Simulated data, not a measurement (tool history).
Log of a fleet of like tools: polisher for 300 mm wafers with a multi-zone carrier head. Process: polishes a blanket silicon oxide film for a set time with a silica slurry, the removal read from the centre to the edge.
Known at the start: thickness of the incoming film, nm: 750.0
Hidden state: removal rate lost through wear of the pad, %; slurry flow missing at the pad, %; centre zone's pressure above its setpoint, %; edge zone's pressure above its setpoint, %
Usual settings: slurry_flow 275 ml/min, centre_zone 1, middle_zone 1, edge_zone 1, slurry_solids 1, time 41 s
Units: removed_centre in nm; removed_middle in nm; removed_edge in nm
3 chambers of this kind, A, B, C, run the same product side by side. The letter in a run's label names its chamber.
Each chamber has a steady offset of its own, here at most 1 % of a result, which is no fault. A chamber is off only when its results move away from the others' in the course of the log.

run     day  slurry_flow  centre_zone  middle_zone  edge_zone  slurry_solids  time  wafers polished on this pad  hours since the slurry nozzle was cleaned  hours since the centre zone pressure was calibrated  hours since the edge zone pressure was calibrated  removed_centre  removed_middle  removed_edge
      0.467  -- chamber B: worn pad replaced by a new one
 1A   0.546          275            1            1          1              1    41                          382                                      121.4                                                115.8                                               25.4          80.983          78.864         79.38
 2C   0.892          275            1            1          1              1    41                         1275                                      491.6                                                 92.6                                              399.3          79.286          78.794        80.007
 3B   1.196          275            1            1          1              1    41                          316                                      174.5                                                300.1                                              433.8          80.688          76.587        79.915
 4C   1.608          275            1            1          1              1    41                         1585                                      508.8                                                109.8                                              416.5          79.902          79.894        79.792
      1.821  -- chamber C: worn pad replaced by a new one
 5B   2.208          275            1            1          1              1    41                          754                                      198.8                                                324.4                                              458.1          79.843           79.46        77.796
 6A   2.746          275            1            1          1              1    41                         1334                                      174.2                                                168.6                                               78.2          78.176          79.928        78.132
 7A     3.1          275            1            1          1              1    41                         1487                                      182.7                                                177.1                                               86.7          80.577          79.451        79.267
      3.558  -- chamber A: worn pad replaced by a new one
 8B   3.746          275            1            1          1              1    41                         1420                                      235.7                                                361.3                                                495          80.976          79.375        79.775
 9C   4.058          275            1            1          1              1    41                          968                                      567.6                                                168.6                                              475.3          79.753          81.588        78.943
10C   4.471          275            1            1          1              1    41                         1147                                      577.5                                                178.5                                              485.2          79.903          79.966        79.817
      4.662  -- chamber B: worn pad replaced by a new one
11B   4.879          275            1            1          1              1    41                           94                                      262.9                                                388.5                                              522.2          79.813          79.019        79.346
12A   5.225          275            1            1          1              1    41                          721                                      233.7                                                228.1                                              137.7          79.487          78.206        79.892
       5.45  -- chamber B: slurry nozzle cleaned
13C   5.546          275            1            1          1              1    41                         1612                                      603.3                                                204.3                                                511          78.599          80.736        80.438
      5.792  -- chamber C: worn pad replaced by a new one
14A    6.15          275            1            1          1              1    41                         1121                                      255.9                                                250.3                                              159.9           78.64          81.301        78.766
15B   6.558          205            1            1          1              1    41                          820                                       26.6                                                428.8                                              562.5          77.519          75.694        76.208
16C   6.883          205            1            1          1              1    41                          472                                      635.4                                                236.4                                              543.1          75.033          76.073          77.7
      7.254  -- chamber A: worn pad replaced by a new one
17A   7.412          205            1            1          1              1    41                           70                                      286.2                                                280.6                                              190.2           76.73          77.152        77.007
18B   7.825          275            1            1          1              1    41                         1368                                         57                                                459.2                                              592.9           80.84          78.466        79.897
19B   8.296          275            1            1          1              1    41                         1572                                       68.3                                                470.5                                              604.2          79.365          78.666        79.543
      8.496  -- chamber B: worn pad replaced by a new one
20A   8.712          275            1            1          1              1    41                          632                                      317.4                                                311.8                                              221.4          79.237          78.414        79.637
21C   9.017          275         1.04         1.07          1              1    41                         1395                                      686.6                                                287.6                                              594.3          81.892          84.703        79.446
      9.267  -- chamber C: worn pad replaced by a new one
22C   9.438          275         1.04         1.07          1              1    41                           75                                      696.7                                                297.7                                              604.4          83.133          84.605        79.927
23A   9.912          275         1.04         1.07          1              1    41                         1151                                      346.2                                                340.6                                              250.2          84.469          83.941        78.842
     10.242  -- chamber C: slurry nozzle cleaned
24B  10.317          275            1            1          1              1    41                          789                                      116.8                                                  519                                              652.7          82.346          77.558        79.463
25B  10.646          275            1         1.11          1              1    46                          931                                      124.7                                                526.9                                              660.6           91.69          97.545        89.593
26A  11.192          275            1         1.11          1              1    46                         1705                                      376.9                                                371.3                                              280.9          88.749          98.573        87.374
     11.508  -- chamber A: worn pad replaced by a new one
27C  11.846          275            1         1.11          1              1    46                         1117                                       38.5                                                355.5                                              662.2          88.923          97.351          88.6
28C  12.158          275            1            1          1              1    41                         1252                                         46                                                  363                                              669.7          78.697          79.069        78.773
     12.221  -- chamber B: worn pad replaced by a new one
     12.371  -- chamber C: centre zone pressure recalibrated
29B  12.671          275            1            1          1              1    31                          195                                      173.3                                                575.5                                              709.2          63.803          59.531        59.974
30A  13.242          275            1            1          1              1    31                          751                                      426.1                                                420.5                                              330.1          60.026          60.823        59.677
     13.392  -- chamber C: worn pad replaced by a new one
31B  13.804          275            1            1          1              1    31                          685                                      200.5                                                602.7                                              736.4          64.111          58.452        59.399
     14.267  -- chamber A: slurry nozzle cleaned
32C  14.388          220         1.11            1          1              1    41                          431                                       99.5                                                 48.5                                              723.2          87.379          77.368        78.429
33A  14.838          220         1.11            1          1              1    41                         1441                                       13.7                                                458.8                                              368.4          86.768          76.263        78.437
34B  15.396          220         1.11            1          1              1    41                         1373                                      238.7                                                640.9                                              774.6          92.566          76.764        76.736
     15.654  -- chamber A: worn pad replaced by a new one
35C  15.729          275            1            1          1              1    41                         1011                                      131.7                                                 80.7                                              755.4          78.926          79.292        79.096
     16.133  -- chamber B: worn pad replaced by a new one
36A  16.288          275            1            1          1              1    36                          275                                       48.5                                                493.6                                              403.2          68.635          69.608        70.069
37B  16.742          275            1            1          1              1    36                          263                                        271                                                673.2                                              806.9           77.28           70.82        68.388
     16.967  -- chamber C: worn pad replaced by a new one
38C  17.367          275            1            1          1              1    36                          173                                        171                                                  120                                              794.7          70.275          70.441        69.214
39A  17.833          275            1            1          1              1    41                          944                                       85.6                                                530.7                                              440.3          79.784          79.257        79.295
40A  18.262          275            1            1          1              1    41                         1129                                       95.9                                                  541                                              450.6          79.488          81.761        79.428
41C  18.625          275            1            1          1            1.2    41                          718                                      201.2                                                150.2                                              824.9          84.646          86.848        85.834

All 3 chambers run these settings next. Forecast each chamber's results:
42A  19.1          275            1            1          1              1    41                                                                                                                                                                                               ?               ?             ?
42B  19.1          275            1            1          1              1    41                                                                                                                                                                                               ?               ?             ?
42C  19.1          275            1            1          1              1    41                                                                                                                                                                                               ?               ?             ?

run  removed_centre  removed_middle  removed_edge
42A          79.209          79.789        79.013
42B          89.914          78.604        78.012
42C          79.257          79.181        80.714
